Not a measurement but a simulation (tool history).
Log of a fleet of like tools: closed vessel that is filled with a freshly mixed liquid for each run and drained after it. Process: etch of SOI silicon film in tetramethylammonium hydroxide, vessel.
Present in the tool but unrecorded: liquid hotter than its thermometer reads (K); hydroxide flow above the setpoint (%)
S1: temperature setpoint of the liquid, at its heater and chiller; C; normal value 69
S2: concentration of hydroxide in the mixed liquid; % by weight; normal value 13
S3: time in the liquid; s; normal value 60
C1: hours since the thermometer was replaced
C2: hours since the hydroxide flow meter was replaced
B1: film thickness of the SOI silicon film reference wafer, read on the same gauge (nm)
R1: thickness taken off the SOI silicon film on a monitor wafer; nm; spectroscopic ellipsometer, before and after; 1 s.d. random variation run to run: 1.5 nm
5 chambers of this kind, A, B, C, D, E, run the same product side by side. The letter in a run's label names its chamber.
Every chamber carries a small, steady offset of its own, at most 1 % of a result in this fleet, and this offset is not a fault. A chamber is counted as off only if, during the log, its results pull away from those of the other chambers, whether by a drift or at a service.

| run | hour | S1 | S2 | S3 | C1 | C2 | B1 | R1 |
|---|---|---|---|---|---|---|---|---|
| 1B | 4 | 69 | 13 | 60 | 457.8 | 778.9 | 109.99 | 361.9 |
| 2D | 11 | 69 | 13 | 60 | 128.6 | 484 | 110.01 | 368.24 |
| 3A | 15.3 | 69 | 13 | 60 | 2582.4 | 1758.9 | 109.99 | 367.64 |
| 4E | 19.7 | 69 | 13 | 60 | 523.4 | 1703.5 | 110 | 362.49 |
| 5C | 27 | 69 | 13 | 60 | 1173.1 | 444.2 | 109.99 | 360.21 |
| 6E | 32.2 | 69 | 13 | 60 | 535.9 | 1716 | 110.01 | 359.77 |
| 7A | 38.4 | 69 | 13 | 60 | 2605.5 | 1782 | 110.01 | 364.9 |
| 8C | 42.8 | 69 | 13 | 60 | 1188.9 | 460 | 109.99 | 363.64 |
| 9B | 48.2 | 69 | 13 | 60 | 502 | 823.1 | 109.99 | 360.82 |
| 10D | 53.9 | 69 | 13 | 60 | 171.5 | 526.9 | 110 | 367.26 |
| 11B | 59.2 | 69 | 13 | 60 | 513 | 834.1 | 110 | 362.42 |
| 12C | 64.8 | 69 | 13 | 60 | 1210.9 | 482 | 110 | 363.53 |
| 13E | 72.8 | 69 | 15 | 60 | 576.5 | 1756.6 | 110.01 | 337.21 |
| 14A | 79.1 | 69 | 15 | 60 | 2646.2 | 1822.7 | 110 | 341.25 |
| 15D | 86.6 | 69 | 15 | 60 | 204.2 | 559.6 | 109.99 | 343.87 |
| 16A | 93.3 | 69 | 15 | 60 | 2660.4 | 1836.9 | 109.99 | 341.32 |
| 17B | 97.1 | 69 | 15 | 60 | 550.9 | 872 | 110.01 | 336.98 |
| 18D | 105.1 | 69 | 11.5 | 60 | 222.7 | 578.1 | 110 | 385.14 |
|  | 106 | chamber A: thermometer replaced |
| 19C | 111.8 | 69 | 11.5 | 60 | 1257.9 | 529 | 109.99 | 381.9 |
| 20E | 115.4 | 69 | 11.5 | 60 | 619.1 | 1799.2 | 109.99 | 378.56 |
| 21D | 121.4 | 69 | 11.5 | 60 | 239 | 594.4 | 109.99 | 384.64 |
| 22E | 127.1 | 69 | 11.5 | 60 | 630.8 | 1810.9 | 110 | 381.37 |
| 23A | 131.5 | 69 | 13 | 60 | 25.5 | 1875.1 | 110.01 | 365.4 |
| 24C | 135.4 | 69 | 13 | 60 | 1281.5 | 552.6 | 110.01 | 363.14 |
|  | 140.3 | chamber C: hydroxide flow meter replaced |
| 25B | 141.6 | 69 | 13 | 60 | 595.4 | 916.5 | 110 | 358.85 |
| 26E | 148 | 69 | 13 | 60 | 651.7 | 1831.8 | 109.99 | 360.68 |
| 27C | 155.4 | 69 | 13 | 60 | 1301.5 | 15.2 | 110 | 361.14 |
| 28B | 160.3 | 64.5 | 13 | 90 | 614.1 | 935.2 | 110 | 413.1 |
| 29D | 167 | 64.5 | 13 | 90 | 284.6 | 640 | 109.99 | 411.48 |
| 30A | 172.3 | 64.5 | 13 | 90 | 66.3 | 1915.9 | 110 | 418.31 |
| 31D | 178.3 | 64.5 | 13 | 90 | 295.9 | 651.3 | 110.01 | 411.41 |
|  | 181.2 | chamber A: hydroxide flow meter replaced |
| 32B | 186 | 64.5 | 13 | 90 | 639.8 | 960.9 | 110 | 414.68 |
| 33A | 194.1 | 69 | 13 | 60 | 88.1 | 13 | 109.99 | 367.69 |
| 34C | 200.2 | 65.5 | 11.5 | 60 | 1346.3 | 60 | 110 | 310.47 |
| 35E | 205.8 | 65.5 | 11.5 | 60 | 709.5 | 1889.6 | 109.99 | 311.81 |
| 36A | 210.2 | 65.5 | 11.5 | 60 | 104.2 | 29.1 | 110 | 314.73 |
| 37D | 214.2 | 65.5 | 11.5 | 60 | 331.8 | 687.2 | 109.99 | 303.74 |
| 38B | 221.4 | 65.5 | 11.5 | 60 | 675.2 | 996.3 | 110 | 308.56 |
| 39C | 228.8 | 69 | 13 | 60 | 1374.9 | 88.6 | 110 | 361.46 |
| 40E | 236.4 | 69 | 13 | 60 | 740.1 | 1920.2 | 109.99 | 359.59 |
| 41A | 240.1 | 69 | 13 | 60 | 134.1 | 59 | 109.99 | 365.29 |
| 42C | 244 | 69 | 13 | 60 | 1390.1 | 103.8 | 110.01 | 361.94 |
| 43E | 252 | 69 | 13 | 60 | 755.7 | 1935.8 | 109.99 | 361.76 |
| 44D | 255.8 | 62 | 13 | 60 | 373.4 | 728.8 | 110.01 | 229.98 |

Next, every chamber runs the same settings. What will each give?
| 45A | 261.7 | 69 | 13 | 60 |  |  |  | ? |
| 45B | 261.7 | 69 | 13 | 60 |  |  |  | ? |
| 45C | 261.7 | 69 | 13 | 60 |  |  |  | ? |
| 45D | 261.7 | 69 | 13 | 60 |  |  |  | ? |
| 45E | 261.7 | 69 | 13 | 60 |  |  |  | ? |

| run | R1 |
|---|---|
| 45A | 364.57 |
| 45B | 361.18 |
| 45C | 362.83 |
| 45D | 346.14 |
| 45E | 358.7 |
